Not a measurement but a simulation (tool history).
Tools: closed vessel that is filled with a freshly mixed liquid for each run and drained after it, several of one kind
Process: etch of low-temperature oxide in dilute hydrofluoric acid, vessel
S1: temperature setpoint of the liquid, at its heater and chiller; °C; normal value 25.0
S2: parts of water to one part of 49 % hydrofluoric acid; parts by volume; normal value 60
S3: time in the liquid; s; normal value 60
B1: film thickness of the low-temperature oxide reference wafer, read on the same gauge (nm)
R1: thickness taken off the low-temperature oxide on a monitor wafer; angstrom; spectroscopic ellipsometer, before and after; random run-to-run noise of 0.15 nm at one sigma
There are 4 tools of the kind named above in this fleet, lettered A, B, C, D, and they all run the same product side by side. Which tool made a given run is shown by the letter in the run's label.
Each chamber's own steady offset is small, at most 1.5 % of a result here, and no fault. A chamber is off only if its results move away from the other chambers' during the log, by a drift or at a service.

{"run": "1C", "day": 0.467, "S1": 25.0, "S2": 60, "S3": 60, "B1": 120.01, "R1": 205.39}
{"run": "2D", "day": 0.975, "S1": 25.0, "S2": 60, "S3": 60, "B1": 119.99, "R1": 200.93}
{"run": "3A", "day": 1.475, "S1": 25.0, "S2": 60, "S3": 60, "B1": 120.0, "R1": 200.54}
{"run": "4B", "day": 1.867, "S1": 25.0, "S2": 60, "S3": 60, "B1": 120.0, "R1": 202.15}
{"run": "5D", "day": 2.288, "S1": 25.0, "S2": 60, "S3": 60, "B1": 120.0, "R1": 202.49}
{"run": "6B", "day": 2.692, "S1": 25.0, "S2": 60, "S3": 60, "B1": 120.0, "R1": 205.95}
{"run": "7C", "day": 2.95, "S1": 25.0, "S2": 60, "S3": 60, "B1": 119.99, "R1": 205.32}
{"run": "8A", "day": 3.192, "S1": 25.0, "S2": 60, "S3": 60, "B1": 120.0, "R1": 200.84}
{"run": "9C", "day": 3.425, "S1": 27.5, "S2": 60, "S3": 40, "B1": 120.05, "R1": 153.36}
{"run": "10D", "day": 3.817, "S1": 27.5, "S2": 60, "S3": 40, "B1": 119.98, "R1": 147.64}
{"run": "11A", "day": 4.342, "S1": 27.5, "S2": 60, "S3": 40, "B1": 120.03, "R1": 148.61}
{"run": "12B", "day": 4.725, "S1": 27.5, "S2": 60, "S3": 40, "B1": 120.0, "R1": 148.47}
{"run": "13B", "day": 5.129, "S1": 25.0, "S2": 60, "S3": 60, "B1": 119.97, "R1": 201.57}
{"run": "14D", "day": 5.371, "S1": 25.0, "S2": 60, "S3": 60, "B1": 120.01, "R1": 199.91}
{"run": "15A", "day": 5.817, "S1": 25.0, "S2": 60, "S3": 60, "B1": 120.03, "R1": 196.63}
{"run": "16C", "day": 6.1, "S1": 25.0, "S2": 60, "S3": 60, "B1": 119.96, "R1": 207.16}
{"run": "17D", "day": 6.525, "S1": 25.0, "S2": 60, "S3": 60, "B1": 119.99, "R1": 198.78}
{"run": "18B", "day": 6.758, "S1": 25.0, "S2": 60, "S3": 60, "B1": 119.99, "R1": 203.83}
{"run": "19A", "day": 7.25, "S1": 25.0, "S2": 60, "S3": 60, "B1": 120.03, "R1": 195.86}
{"run": "20C", "day": 7.771, "S1": 25.0, "S2": 60, "S3": 60, "B1": 119.99, "R1": 206.24}
{"run": "21B", "day": 8.004, "S1": 25.0, "S2": 60, "S3": 60, "B1": 120.03, "R1": 200.82}
{"run": "22A", "day": 8.542, "S1": 25.0, "S2": 60, "S3": 60, "B1": 120.0, "R1": 190.89}
{"run": "23C", "day": 9.046, "S1": 25.0, "S2": 60, "S3": 60, "B1": 120.03, "R1": 206.28}
{"run": "24D", "day": 9.412, "S1": 25.0, "S2": 35, "S3": 60, "B1": 120.0, "R1": 358.12}
{"run": "25A", "day": 9.862, "S1": 25.0, "S2": 35, "S3": 60, "B1": 120.06, "R1": 336.06}
{"day": 10.071, "done": "chamber D: hydrofluoric acid flow meter replaced"}
{"run": "26D", "day": 10.129, "S1": 25.0, "S2": 35, "S3": 60, "B1": 120.02, "R1": 364.69}
{"run": "27B", "day": 10.621, "S1": 25.0, "S2": 35, "S3": 60, "B1": 119.96, "R1": 355.03}
{"run": "28C", "day": 11.083, "S1": 29.5, "S2": 60, "S3": 60, "B1": 120.02, "R1": 244.42}
{"run": "29B", "day": 11.488, "S1": 29.5, "S2": 60, "S3": 60, "B1": 120.0, "R1": 240.99}
{"run": "30A", "day": 11.8, "S1": 29.5, "S2": 60, "S3": 60, "B1": 120.01, "R1": 225.94}
{"run": "31D", "day": 12.146, "S1": 29.5, "S2": 60, "S3": 60, "B1": 120.01, "R1": 238.48}
{"run": "32C", "day": 12.45, "S1": 25.0, "S2": 60, "S3": 60, "B1": 120.03, "R1": 204.67}
{"run": "33D", "day": 12.833, "S1": 25.0, "S2": 60, "S3": 60, "B1": 120.0, "R1": 201.73}
{"run": "34C", "day": 13.321, "S1": 25.0, "S2": 40, "S3": 60, "B1": 120.0, "R1": 310.05}
{"run": "35A", "day": 13.608, "S1": 25.0, "S2": 40, "S3": 60, "B1": 119.99, "R1": 284.22}
{"run": "36B", "day": 13.892, "S1": 25.0, "S2": 40, "S3": 60, "B1": 120.04, "R1": 310.26}
{"run": "37B", "day": 14.262, "S1": 25.0, "S2": 40, "S3": 60, "B1": 119.97, "R1": 312.69}
{"run": "38A", "day": 14.758, "S1": 25.0, "S2": 60, "S3": 60, "B1": 119.98, "R1": 185.88}

For the next run the whole fleet of 4 chambers uses the same settings. Give each chamber's results:
{"run": "39A", "day": 15.146, "S1": 25.0, "S2": 60, "S3": 75, "R1": "?"}
{"run": "39B", "day": 15.146, "S1": 25.0, "S2": 60, "S3": 75, "R1": "?"}
{"run": "39C", "day": 15.146, "S1": 25.0, "S2": 60, "S3": 75, "R1": "?"}
{"run": "39D", "day": 15.146, "S1": 25.0, "S2": 60, "S3": 75, "R1": "?"}

run=39A R1=226.03
run=39B R1=254.93
run=39C R1=258.96
run=39D R1=248.92

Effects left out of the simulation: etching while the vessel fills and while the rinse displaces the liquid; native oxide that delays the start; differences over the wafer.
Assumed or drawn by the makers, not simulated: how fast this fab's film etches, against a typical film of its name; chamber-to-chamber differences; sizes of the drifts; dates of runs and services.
